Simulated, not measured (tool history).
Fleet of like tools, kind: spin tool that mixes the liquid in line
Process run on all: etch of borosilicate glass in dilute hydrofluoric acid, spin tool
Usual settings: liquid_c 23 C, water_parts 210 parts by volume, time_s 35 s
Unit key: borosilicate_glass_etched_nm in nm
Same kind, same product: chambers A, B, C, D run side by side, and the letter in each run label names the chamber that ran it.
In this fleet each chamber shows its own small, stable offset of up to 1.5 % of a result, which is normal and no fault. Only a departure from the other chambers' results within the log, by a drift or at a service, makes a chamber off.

run	hour	liquid_c	water_parts	time_s	hours since the thermometer was replaced	hours since the hydrofluoric acid flow meter was replaced	read-back film thickness of the borosilicate glass reference wafer, read on the same gauge (nm)	borosilicate_glass_etched_nm
1D	12.8	23	210	35	628.8	396.7	90.017	4.9336
2B	21.2	23	210	35	299.9	736.4	90.016	5.0555
3C	36.1	23	210	35	39.4	224.2	89.957	5.0290
4A	51.3	23	210	35	1502.8	1372.4	89.999	4.8617
5C	63.9	23	210	35	67.2	252.0	90.012	4.9579
6A	73.3	23	210	35	1524.8	1394.4	89.971	4.9369
7D	84.6	23	210	35	700.6	468.5	90.015	4.9316
8B	93.6	23	210	35	372.3	808.8	90.016	4.9824
9C	106.9	23	210	35	110.2	295.0	90.009	4.9901
10B	117.3	23	210	35	396.0	832.5	90.024	4.9550
11D	130.2	25	210	50	746.2	514.1	90.000	7.5534
12A	140.1	25	210	50	1591.6	1461.2	89.966	7.6173
13A	153.0	25	210	50	1604.5	1474.1	89.986	7.6355
14D	167.7	25	210	50	783.7	551.6	90.020	7.5628
15C	177.2	23	210	35	180.5	365.3	89.974	4.9844
16B	190.1	23	210	35	468.8	905.3	90.022	5.0011
17D	198.5	23	210	35	814.5	582.4	90.016	5.0086
18B	205.6	23	210	35	484.3	920.8	89.998	5.0374
# hour 212.3: chamber B: hydrofluoric acid flow meter replaced
19A	217.8	23	210	35	1669.3	1538.9	90.021	4.9546
20C	231.4	19	270	35	234.7	419.5	90.048	3.1387
21D	242.4	19	270	35	858.4	626.3	90.032	3.1468
22B	251.4	19	270	35	530.1	39.2	90.008	3.1875
23C	260.1	19	270	35	263.4	448.2	90.006	3.1135
24A	272.7	23	210	35	1724.2	1593.8	90.005	4.9514
25D	283.4	23	210	35	899.4	667.3	89.989	4.9206
26A	296.6	26	210	15	1748.1	1617.7	89.985	2.3537
27C	305.4	26	210	15	308.7	493.5	89.979	2.3526
28B	313.0	26	210	15	591.7	100.8	89.988	2.3971
29D	328.1	26	210	15	944.1	712.0	90.010	2.3539
30A	341.3	23	210	35	1792.8	1662.4	89.979	4.8942
31B	356.4	23	210	35	635.1	144.2	89.995	5.0115
32C	366.0	23	210	35	369.3	554.1	90.044	4.9500
33B	378.9	23	170	50	657.6	166.7	89.959	9.1568
34A	387.5	23	170	50	1839.0	1708.6	90.040	9.1268
35D	395.6	23	170	50	1011.6	779.5	90.010	9.1094
36C	406.6	23	170	50	409.9	594.7	89.973	9.2082
37C	415.5	23	210	35	418.8	603.6	89.999	4.9687
38B	422.1	23	170	35	700.8	209.9	89.947	6.4983
39A	434.8	23	170	35	1886.3	1755.9	90.008	6.3270
40D	445.7	23	170	35	1061.7	829.6	90.000	6.3892
41A	453.1	23	170	35	1904.6	1774.2	90.011	6.2911

The same settings go to every chamber for the next run, one line per chamber below. Forecast the results for each:
42A	464.1	23	210	35				?
42B	464.1	23	210	35				?
42C	464.1	23	210	35				?
42D	464.1	23	210	35				?

run	borosilicate_glass_etched_nm
42A	4.9417
42B	4.9926
42C	5.0264
42D	4.9468

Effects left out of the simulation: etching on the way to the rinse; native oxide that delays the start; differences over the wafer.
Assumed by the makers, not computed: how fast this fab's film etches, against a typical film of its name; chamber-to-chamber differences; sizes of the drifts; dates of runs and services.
